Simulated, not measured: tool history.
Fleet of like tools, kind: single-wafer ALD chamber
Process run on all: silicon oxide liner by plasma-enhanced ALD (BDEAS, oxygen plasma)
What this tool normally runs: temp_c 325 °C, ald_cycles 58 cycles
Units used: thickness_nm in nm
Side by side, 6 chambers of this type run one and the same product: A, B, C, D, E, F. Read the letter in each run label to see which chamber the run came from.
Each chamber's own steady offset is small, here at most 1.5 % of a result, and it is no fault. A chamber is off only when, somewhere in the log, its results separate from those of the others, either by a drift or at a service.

| run | hour | temp_c | ald_cycles | read-back reference wafer on the same gauge, thickness_nm | thickness_nm |
|---|---|---|---|---|---|
| 1C | 3.2 | 325 | 58 | 5.1115 | 5.1724 |
| 2D | 7.0 | 325 | 58 | 5.1111 | 5.1696 |
| 3E | 11.2 | 325 | 58 | 5.1128 | 5.2182 |
| 4F | 13.7 | 325 | 58 | 5.1121 | 5.2139 |
| 5A | 16.3 | 325 | 58 | 5.1141 | 5.2586 |
| 6B | 20.1 | 325 | 58 | 5.1138 | 5.2921 |
| 7C | 23.3 | 325 | 58 | 5.1140 | 5.1803 |
| 8F | 26.9 | 325 | 58 | 5.1165 | 5.2126 |
| 9B | 29.0 | 330 | 49 | 5.1142 | 4.4291 |
| 10E | 32.1 | 330 | 49 | 5.1176 | 4.3766 |
| 11D | 35.8 | 330 | 49 | 5.1177 | 4.3214 |
| 12A | 37.7 | 330 | 49 | 5.1157 | 4.4134 |
| 13E | 41.1 | 330 | 49 | 5.1186 | 4.3893 |
| 14B | 45.2 | 330 | 49 | 5.1181 | 4.4414 |
| 15F | 48.9 | 325 | 58 | 5.1203 | 5.2235 |
| 16C | 52.9 | 325 | 58 | 5.1190 | 5.1742 |
| 17A | 56.8 | 325 | 58 | 5.1201 | 5.2781 |
| 18D | 59.0 | 325 | 58 | 5.1228 | 5.1801 |
| 19E | 62.7 | 339 | 63 | 5.1224 | 5.5627 |
| 20A | 64.7 | 339 | 63 | 5.1212 | 5.6191 |
| 21D | 66.6 | 339 | 63 | 5.1216 | 5.5027 |
| 22C | 70.3 | 339 | 63 | 5.1244 | 5.5171 |
| 23B | 73.6 | 339 | 63 | 5.1239 | 5.6260 |
| 24F | 77.0 | 339 | 63 | 5.1260 | 5.5578 |
| 25B | 80.8 | 325 | 58 | 5.1258 | 5.2919 |
| 26F | 85.0 | 325 | 58 | 5.1266 | 5.2273 |
| 27E | 87.1 | 325 | 58 | 5.1272 | 5.2343 |
| 28A | 89.7 | 325 | 58 | 5.1270 | 5.2745 |
| 29C | 91.9 | 325 | 58 | 5.1283 | 5.1848 |
| 30D | 95.3 | 325 | 58 | 5.1282 | 5.1922 |
| 31B | 97.9 | 320 | 58 | 5.1279 | 5.3323 |
| 32D | 101.1 | 320 | 58 | 5.1313 | 5.2205 |
| 33A | 103.4 | 320 | 58 | 5.1318 | 5.3096 |
| 34E | 107.0 | 320 | 58 | 5.1314 | 5.2769 |
| 35C | 111.1 | 320 | 58 | 5.1339 | 5.2328 |
| 36F | 115.4 | 320 | 58 | 5.1323 | 5.2829 |
| 37A | 119.6 | 325 | 58 | 5.1330 | 5.2791 |
| 38F | 123.5 | 325 | 58 | 5.1339 | 5.2433 |
| 39D | 127.1 | 325 | 58 | 5.1372 | 5.1756 |

What goes on in this fleet: one chamber off, a drifting gauge, or nothing beyond the chambers' own small offsets? Name the chamber and the cause, if any.

No chamber is off; the gauge reading every chamber's wafers drifts, which makes the whole fleet appear to move together.
Cause: gauge reads high (%) = 0.499.
